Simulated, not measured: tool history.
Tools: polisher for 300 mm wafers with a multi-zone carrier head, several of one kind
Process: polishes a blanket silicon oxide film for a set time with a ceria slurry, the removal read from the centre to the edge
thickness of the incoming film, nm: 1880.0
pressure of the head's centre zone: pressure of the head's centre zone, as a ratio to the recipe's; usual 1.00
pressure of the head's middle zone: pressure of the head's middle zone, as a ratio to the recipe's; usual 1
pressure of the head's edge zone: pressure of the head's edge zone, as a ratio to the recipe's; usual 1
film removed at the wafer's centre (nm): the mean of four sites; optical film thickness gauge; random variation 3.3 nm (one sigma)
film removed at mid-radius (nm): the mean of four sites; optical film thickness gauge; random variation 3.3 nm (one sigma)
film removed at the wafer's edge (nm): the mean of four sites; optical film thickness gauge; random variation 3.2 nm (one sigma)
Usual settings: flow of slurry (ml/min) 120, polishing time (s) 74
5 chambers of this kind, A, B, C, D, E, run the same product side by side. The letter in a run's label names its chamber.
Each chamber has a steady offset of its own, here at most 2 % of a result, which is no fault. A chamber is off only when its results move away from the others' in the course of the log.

run    day  flow of slurry (ml/min)  pressure of the head's centre zone  pressure of the head's middle zone  pressure of the head's edge zone  polishing time (s)  wafers polished on this pad  hours since the slurry nozzle was cleaned  hours since the centre zone pressure was calibrated  hours since the edge zone pressure was calibrated  film removed at the wafer's centre (nm)  film removed at mid-radius (nm)  film removed at the wafer's edge (nm)
     0.162  -- chamber E: worn pad replaced by a new one
 1E  0.221                      120                                1.00                                   1                                 1                  74                            8                                      478.9                                                594.4                                              681.7                                   258.06                           250.59                                 255.26
 2A  0.371                      120                                1.00                                   1                                 1                  74                          590                                       56.2                                                802.0                                              328.0                                   249.03                           256.22                                 249.94
     0.500  -- chamber B: worn pad replaced by a new one
 3B  0.562                      120                                1.00                                   1                                 1                  74                            8                                      212.9                                                749.7                                              345.4                                   255.43                           258.50                                 254.21
 4D  0.812                      120                                1.00                                   1                                 1                  74                          896                                      289.2                                                245.3                                             1046.2                                   249.36                           253.97                                 255.73
     0.888  -- chamber E: edge zone pressure recalibrated
 5C  0.996                      120                                1.00                                   1                                 1                  74                          752                                      146.6                                                662.2                                              584.3                                   261.53                           252.13                                 259.13
 6D  1.158                      120                                1.00                                   1                                 1                  74                          944                                      297.5                                                253.6                                             1054.5                                   251.95                           253.10                                 253.30
     1.312  -- chamber C: worn pad replaced by a new one
 7B  1.421                      120                                1.00                                   1                                 1                  74                          127                                      233.5                                                770.3                                              366.0                                   249.35                           260.61                                 250.85
 8A  1.712                      120                                1.00                                   1                                 1                  74                          776                                       88.4                                                834.2                                              360.2                                   252.11                           254.26                                 253.67
     1.888  -- chamber D: worn pad replaced by a new one
 9E  1.996                      120                                1.00                                   1                                 1                  74                          253                                      521.5                                                637.0                                               26.6                                   250.53                           251.59                                 252.68
10C  2.200                      120                                1.00                                   1                                 1                  74                          122                                      175.5                                                691.1                                              613.2                                   259.13                           252.52                                 258.58
11A  2.371                      120                                1.00                                   1                                 1                  74                          867                                      104.2                                                850.0                                              376.0                                   253.04                           253.46                                 251.31
12C  2.521                      120                                1.00                                   1                                 1                  74                          167                                      183.2                                                698.8                                              620.9                                   259.07                           257.92                                 259.16
13E  2.750                      120                                1.00                                   1                                 1                  74                          358                                      539.6                                                655.1                                               44.7                                   252.92                           259.64                                 253.86
14B  3.029                      120                                1.00                                   1                                 1                  74                          350                                      272.1                                                808.9                                              404.6                                   249.47                           253.13                                 257.24
15D  3.333                      120                                1.00                                   1                                 1                  74                          200                                      349.7                                                305.8                                             1106.7                                   247.48                           252.01                                 251.75
16D  3.508                      120                                1.00                                   1                                 1                  74                          224                                      353.9                                                310.0                                             1110.9                                   254.87                           259.01                                 252.11
17A  3.750                      155                                1.00                                   1                                 1                  74                         1058                                      137.3                                                883.1                                              409.1                                   268.99                           262.56                                 267.02
18B  3.967                      155                                1.00                                   1                                 1                  74                          480                                      294.6                                                831.4                                              427.1                                   259.94                           270.38                                 266.34
19C  4.146                      155                                1.00                                   1                                 1                  74                          392                                      222.2                                                737.8                                              659.9                                   276.56                           265.62                                 273.62
20E  4.421                      155                                1.00                                   1                                 1                  74                          589                                      579.7                                                695.2                                               84.8                                   261.58                           264.75                                 256.74
21E  4.575                      155                                1.00                                   1                                 1                  74                          611                                      583.4                                                698.9                                               88.5                                   258.79                           260.18                                 260.45
22D  4.842                      120                                1.00                                   1                                 1                  74                          409                                      385.9                                                342.0                                             1142.9                                   245.45                           256.49                                 253.44
23A  5.142                      120                                1.00                                   1                                 1                  74                         1251                                      170.7                                                916.5                                              442.5                                   255.60                           254.73                                 250.12
     5.262  -- chamber B: centre zone pressure recalibrated
24B  5.283                      120                                1.00                                   1                                 1                  74                          662                                      326.2                                                  0.6                                              458.7                                   252.80                           258.99                                 257.47
     5.342  -- chamber E: worn pad replaced by a new one
     5.412  -- chamber A: worn pad replaced by a new one
25C  5.462                      120                                1.00                                   1                                 1                  74                          574                                      253.8                                                769.4                                              691.5                                   254.78                           262.95                                 263.17
     5.667  -- chamber C: slurry nozzle cleaned
26A  5.688                      120                                1.00                                   1                                 1                  74                           38                                      183.8                                                929.6                                              455.6                                   253.42                           257.40                                 251.52
27D  5.900                      120                                1.00                                   1                                 1                  74                          556                                      411.3                                                367.4                                             1168.3                                   253.42                           254.39                                 255.56
28E  6.175                      120                                1.00                                   1                                 1                  74                          115                                      621.8                                                737.3                                              126.9                                   232.32                           237.67                                 241.81
29C  6.500                      120                                1.00                                   1                                 1                  74                          718                                       20.1                                                794.3                                              716.4                                   255.49                           247.43                                 255.65
30B  6.696                      120                                1.00                                   1                                 1                  74                          858                                      360.1                                                 34.5                                              492.6                                   248.53                           254.65                                 248.20
31E  6.896                      120                                1.00                                   1                                 1                  74                          215                                      639.1                                                754.6                                              144.2                                   223.02                           226.70                                 238.43
32A  7.042                      120                                1.00                                   1                                 1                  74                          226                                      216.3                                                962.1                                              488.1                                   256.08                           253.39                                 247.06

All 5 chambers run these settings next. Forecast each chamber's results:
33A  7.275                      120                                0.95                                   1                                 1                  74                                                                                                                                                                                                                        ?                                ?                                      ?
33B  7.275                      120                                0.95                                   1                                 1                  74                                                                                                                                                                                                                        ?                                ?                                      ?
33C  7.275                      120                                0.95                                   1                                 1                  74                                                                                                                                                                                                                        ?                                ?                                      ?
33D  7.275                      120                                0.95                                   1                                 1                  74                                                                                                                                                                                                                        ?                                ?                                      ?
33E  7.275                      120                                0.95                                   1                                 1                  74                                                                                                                                                                                                                        ?                                ?                                      ?

run  film removed at the wafer's centre (nm)  film removed at mid-radius (nm)  film removed at the wafer's edge (nm)
33A                                   244.19                           257.85                                 252.12
33B                                   235.31                           255.92                                 255.19
33C                                   237.53                           256.54                                 261.05
33D                                   231.33                           254.54                                 252.15
33E                                   211.39                           226.92                                 234.80
